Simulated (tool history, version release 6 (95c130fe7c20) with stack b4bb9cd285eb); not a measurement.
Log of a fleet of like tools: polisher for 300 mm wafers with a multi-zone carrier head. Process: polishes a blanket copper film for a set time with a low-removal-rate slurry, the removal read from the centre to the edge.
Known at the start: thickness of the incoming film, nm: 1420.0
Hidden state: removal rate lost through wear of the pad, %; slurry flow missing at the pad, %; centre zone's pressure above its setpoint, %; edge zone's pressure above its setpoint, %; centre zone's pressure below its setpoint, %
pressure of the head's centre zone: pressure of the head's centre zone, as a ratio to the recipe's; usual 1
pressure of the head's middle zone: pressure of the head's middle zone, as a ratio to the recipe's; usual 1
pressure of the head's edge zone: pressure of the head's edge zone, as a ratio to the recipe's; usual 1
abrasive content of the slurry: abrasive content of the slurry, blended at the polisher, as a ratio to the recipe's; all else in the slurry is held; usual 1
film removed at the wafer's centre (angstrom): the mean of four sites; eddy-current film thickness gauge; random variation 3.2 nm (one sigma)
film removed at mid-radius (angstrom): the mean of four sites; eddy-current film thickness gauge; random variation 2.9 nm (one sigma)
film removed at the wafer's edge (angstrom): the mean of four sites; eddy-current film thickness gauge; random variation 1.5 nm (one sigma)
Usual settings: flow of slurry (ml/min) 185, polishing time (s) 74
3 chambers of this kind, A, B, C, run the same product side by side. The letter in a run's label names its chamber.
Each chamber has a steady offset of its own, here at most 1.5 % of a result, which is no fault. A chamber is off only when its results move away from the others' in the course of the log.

run	hour	flow of slurry (ml/min)	pressure of the head's centre zone	pressure of the head's middle zone	pressure of the head's edge zone	abrasive content of the slurry	polishing time (s)	wafers polished on this pad	hours since the slurry nozzle was cleaned	hours since the centre zone pressure was calibrated	hours since the edge zone pressure was calibrated	film removed at the wafer's centre (angstrom)	film removed at mid-radius (angstrom)	film removed at the wafer's edge (angstrom)
# hour 10.1: chamber B: worn pad replaced by a new one
1C	13.1	185	1	1	1	1	74	455	278.5	249.1	149	2543.2	2559	2522.6
2A	20.4	185	1	1	1	1	74	1425	390.2	105.1	1077.6	2482.5	2536.7	2562.6
# hour 22.8: chamber A: worn pad replaced by a new one
3B	35.8	185	1	1	1	1	74	194	158.3	1541.2	236.8	2581.5	2529.3	2505
4B	47.4	185	1	1	1	1	74	281	169.9	1552.8	248.4	2470.4	2505.5	2540.2
5A	55.5	185	1	1	1	1	74	247	425.3	140.2	1112.7	2545.5	2509.7	2553.2
6C	67.4	185	1	1	1	1	74	865	332.8	303.4	203.3	2560.4	2545.5	2504.6
7A	75.9	185	1	1	1	1	74	401	445.7	160.6	1133.1	2497.7	2572.5	2556
8B	85.1	185	1	1	1	1	74	565	207.6	1590.5	286.1	2548.3	2536.9	2495.8
# hour 89.3: chamber B: centre zone pressure recalibrated
9C	92.5	185	1	1	1	1	74	1054	357.9	328.5	228.4	2556	2552.4	2512.7
10A	104.8	185	1	1	1	1	74	619	474.6	189.5	1162	2472.2	2553.2	2555.3
11B	118.6	185	1	1	1	1	74	818	241.1	29.4	319.6	2267.3	2557.9	2529.6
12C	126.1	185	1	1	1	1	74	1308	391.5	362.1	262	2537.1	2534	2525.7
# hour 127.4: chamber B: slurry nozzle cleaned
13C	134	185	1	1	1	1	74	1367	399.4	370	269.9	2527.2	2538	2535.6
# hour 137: chamber C: worn pad replaced by a new one
14A	145.2	150	1	1	1.06	1	74	923	515	229.9	1202.4	2376.1	2433.8	2544.7
15B	152	150	1	1	1.06	1	74	1070	24.6	62.8	353	2214.3	2424.6	2525
# hour 162.6: chamber B: worn pad replaced by a new one
16C	166.1	150	1	1	1.06	1	74	219	431.5	402.1	302	2378.5	2428	2513.8
# hour 172.4: chamber C: slurry nozzle cleaned
17B	174.9	185	1	1	1	1	74	93	47.5	85.7	375.9	2279.2	2464.5	2507.3
# hour 179.2: chamber A: worn pad replaced by a new one
18A	184.1	185	1	1	1	1	74	37	553.9	268.8	1241.3	2493.5	2478.3	2544.6
19A	199.3	185	1	1	1	1	74	151	569.1	284	1256.5	2505.9	2499.5	2559.6
20C	207.8	185	1	1	1	1	74	534	35.5	443.8	343.7	2542.5	2601.6	2552.2
21B	222	185	1	1	1	1	74	448	94.6	132.8	423	2227.9	2479.2	2512.8
22B	232.3	185	1	1	1	1	74	526	104.9	143.1	433.3	2251.5	2522.3	2512.6
23A	239.8	185	1	1	1	1	74	457	609.6	324.5	1297	2490.9	2529.1	2588.2
24C	249.9	185	1	1	1	1	74	851	77.6	485.9	385.8	2596.7	2515.8	2521.8
25A	258.3	185	1	1	1	1	74	597	628.1	343	1315.5	2480.1	2504.2	2549.4
26B	269.1	185	1	1	1	1	74	803	141.7	179.9	470.1	2219.1	2525.3	2524.6

All 3 chambers run these settings next. Forecast each chamber's results:
27A	280.2	185	1	1	1	1	74					?	?	?
27B	280.2	185	1	1	1	1	74					?	?	?
27C	280.2	185	1	1	1	1	74					?	?	?

run	film removed at the wafer's centre (angstrom)	film removed at mid-radius (angstrom)	film removed at the wafer's edge (angstrom)
27A	2531.1	2491.9	2553
27B	2308.7	2479.2	2529.9
27C	2574.6	2558.9	2525.8
